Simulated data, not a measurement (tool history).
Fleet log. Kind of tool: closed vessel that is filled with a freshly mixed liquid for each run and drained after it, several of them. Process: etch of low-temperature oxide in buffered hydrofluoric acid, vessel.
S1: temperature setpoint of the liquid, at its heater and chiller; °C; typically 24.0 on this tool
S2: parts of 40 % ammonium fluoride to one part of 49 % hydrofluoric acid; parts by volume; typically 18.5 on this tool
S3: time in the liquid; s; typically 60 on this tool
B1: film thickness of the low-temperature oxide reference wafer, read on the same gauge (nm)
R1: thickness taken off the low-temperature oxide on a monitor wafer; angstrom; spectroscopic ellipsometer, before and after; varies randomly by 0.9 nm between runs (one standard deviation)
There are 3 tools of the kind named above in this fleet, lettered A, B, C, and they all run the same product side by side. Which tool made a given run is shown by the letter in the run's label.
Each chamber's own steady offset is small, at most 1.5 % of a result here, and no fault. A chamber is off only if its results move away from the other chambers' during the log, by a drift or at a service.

run,hour,S1,S2,S3,B1,R1
1A,4.2,24.0,18.5,60,29.981,916.20
2B,7.3,24.0,18.5,60,29.977,914.29
3C,11.2,24.0,18.5,60,29.989,939.76
4A,15.4,24.0,18.5,60,29.976,927.08
5B,19.0,24.0,24.5,60,29.983,729.74
6C,23.5,24.0,24.5,60,29.981,743.68
7C,29.0,24.0,24.5,60,30.009,746.88
8B,31.8,24.0,18.5,60,29.992,900.51
9A,36.3,27.5,18.5,85,30.000,1594.40
10B,41.4,27.5,18.5,85,30.028,1571.50
11A,44.4,27.5,18.5,85,30.010,1570.30
12C,47.7,24.0,18.5,60,30.005,923.25
13C,50.3,24.0,18.5,60,30.012,917.86
14A,55.1,24.0,18.5,60,29.997,934.74
15B,57.6,28.5,18.5,60,29.995,1196.10
16B,61.2,28.5,18.5,60,29.981,1216.60
17C,65.4,28.5,18.5,60,30.001,1166.10
18A,70.3,24.0,18.5,60,29.993,919.34
19C,74.3,24.0,18.5,60,30.002,931.79
20A,80.0,24.0,18.5,60,30.009,909.43
21B,83.6,24.0,18.5,60,30.000,991.26
22A,86.2,24.0,18.5,60,29.976,934.51

Is one chamber out of step, is the gauge drifting, or do the chambers differ by no more than their own small offsets? For an off chamber, give its letter and the likeliest cause.

Little by little, chamber B moves away from the other chambers.
Most likely cause: liquid hotter than its thermometer reads (K) = 1.93.
It could be hard to tell apart here from: hydrofluoric acid flow above the setpoint (%).

Which of the 4 candidates below, each the usual settings with something changed and its results left as question marks, puts chamber B back in line with what the other chambers give on the usual settings?
A result is in line if it is within this distance of the other chambers' mean on the usual settings: R1 31.00 angstrom
23B-1,90.2,24.0,18.5,65,,?
23B-2,90.2,24.0,18.0,60,,?
23B-3,90.2,24.0,19.0,60,,?
23B-4,90.2,24.0,18.5,55,,?

Usual-settings mean across the other chambers: R1 923.92 angstrom
run,R1
23B-1,1097.40
23B-2,1040.90
23B-3,986.56
23B-4,928.57
Change 23B-4 lands the chamber within the allowed miss of the other chambers.
